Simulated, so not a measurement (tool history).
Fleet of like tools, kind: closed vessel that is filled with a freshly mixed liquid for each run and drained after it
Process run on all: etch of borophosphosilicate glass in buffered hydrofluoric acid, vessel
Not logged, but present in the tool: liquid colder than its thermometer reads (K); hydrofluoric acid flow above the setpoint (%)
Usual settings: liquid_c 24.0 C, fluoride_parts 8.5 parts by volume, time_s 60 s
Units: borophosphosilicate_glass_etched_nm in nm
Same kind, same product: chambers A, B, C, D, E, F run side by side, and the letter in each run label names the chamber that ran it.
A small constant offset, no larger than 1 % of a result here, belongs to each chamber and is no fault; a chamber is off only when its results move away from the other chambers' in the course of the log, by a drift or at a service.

run	day	liquid_c	fluoride_parts	time_s	hours since the thermometer was replaced	hours since the hydrofluoric acid flow meter was replaced	read-back film thickness of the borophosphosilicate glass reference wafer, read on the same gauge (nm)	borophosphosilicate_glass_etched_nm
1C	0.354	24.0	8.5	60	1852.1	160.8	140.01	116.42
2B	0.608	24.0	8.5	60	754.9	590.2	140.01	117.35
3A	0.883	24.0	8.5	60	2225.2	697.6	140.03	116.50
# day 1.200: chamber C: thermometer replaced
4F	1.208	24.0	8.5	60	577.3	1502.4	139.99	119.56
5E	1.471	24.0	8.5	60	549.0	921.7	140.01	116.63
6D	1.738	24.0	6.5	60	600.9	783.9	139.99	154.08
7A	1.979	24.0	6.5	60	2251.5	723.9	140.00	156.70
8C	2.338	24.0	6.5	60	27.4	208.4	140.02	154.68
9B	2.621	24.0	6.5	60	803.2	638.5	140.01	156.07
10F	2.958	24.0	6.5	60	619.3	1544.4	140.00	155.73
# day 3.021: chamber D: thermometer replaced
11E	3.171	24.0	6.5	60	589.8	962.5	139.98	155.45
# day 3.346: chamber E: thermometer replaced
12D	3.454	28.5	8.5	80	10.5	825.1	140.01	199.11
13D	3.658	28.5	8.5	80	15.4	830.0	139.98	199.71
14C	4.025	28.5	8.5	80	67.9	248.9	140.01	197.82
15B	4.296	28.5	8.5	80	843.4	678.7	140.01	201.53
16E	4.521	28.5	8.5	80	28.2	994.9	140.00	200.18
17A	4.875	28.5	8.5	80	2321.0	793.4	139.99	202.81
18F	5.225	24.0	8.5	60	673.7	1598.8	140.03	119.05
19C	5.533	24.0	8.5	60	104.1	285.1	140.03	117.41
20B	5.871	24.0	8.5	60	881.2	716.5	140.00	119.84
21F	6.079	26.0	8.5	60	694.2	1619.3	139.99	132.54
22D	6.362	26.0	8.5	60	80.3	894.9	140.03	131.73
23A	6.625	26.0	8.5	60	2363.0	835.4	139.96	132.44
24E	6.892	26.0	8.5	60	85.1	1051.8	140.00	132.39
25F	7.104	26.0	8.5	60	718.8	1643.9	140.00	132.49
26C	7.404	26.0	8.5	60	149.0	330.0	139.98	130.20
27D	7.617	24.0	8.5	60	110.4	925.0	140.01	118.56
28A	7.942	24.0	8.5	60	2394.6	867.0	140.01	118.13
29B	8.225	24.0	7.0	50	937.7	773.0	139.97	123.13
30E	8.412	24.0	7.0	50	121.6	1088.3	139.99	121.86
31F	8.767	24.0	7.0	50	758.7	1683.8	139.99	120.09
32B	9.125	24.0	7.0	50	959.3	794.6	140.00	124.77
33A	9.462	24.0	7.0	50	2431.1	903.5	139.99	124.08
34E	9.775	24.0	7.0	50	154.3	1121.0	140.00	121.01
35D	10.071	24.0	8.5	60	169.3	983.9	139.99	119.14
36C	10.254	24.0	8.5	60	217.4	398.4	140.02	116.86
37A	10.533	24.0	8.5	60	2456.8	929.2	140.00	118.51
38E	10.796	24.0	8.5	60	178.8	1145.5	139.99	117.22
39C	11.096	24.0	8.5	60	237.6	418.6	140.00	116.97
40F	11.367	24.0	8.5	60	821.1	1746.2	140.00	116.74
41D	11.667	24.0	8.5	60	207.6	1022.2	140.02	117.97

One chamber off, gauge drift, or nothing amiss beyond the chambers' own small offsets? If it is a chamber, which one, and what is the likeliest cause?

Chamber B drifts away from the others.
Most likely cause: hydrofluoric acid flow above the setpoint (%) = 6.06.
Not necessarily distinguishable in this log from: liquid hotter than its thermometer reads (K).

Below are 4 candidate recipes for chamber B's next run, each the usual settings with a change, their results shown as question marks. Which of them brings B's results back in line with what the other chambers give on the usual settings?
Maximum distance from the other chambers' mean on the usual settings for a result to count as in line: borophosphosilicate_glass_etched_nm 2.80 nm
42B-1	11.933	23.0	8.5	60				?
42B-2	11.933	26.0	8.5	60				?
42B-3	11.933	22.0	8.5	60				?
42B-4	11.933	25.0	8.5	60				?

The other chambers' mean on the usual settings: borophosphosilicate_glass_etched_nm 117.81 nm
run	borophosphosilicate_glass_etched_nm
42B-1	117.96
42B-2	138.71
42B-3	111.72
42B-4	131.50
42B-1 is the one that brings the chamber's results back in line with the other chambers.
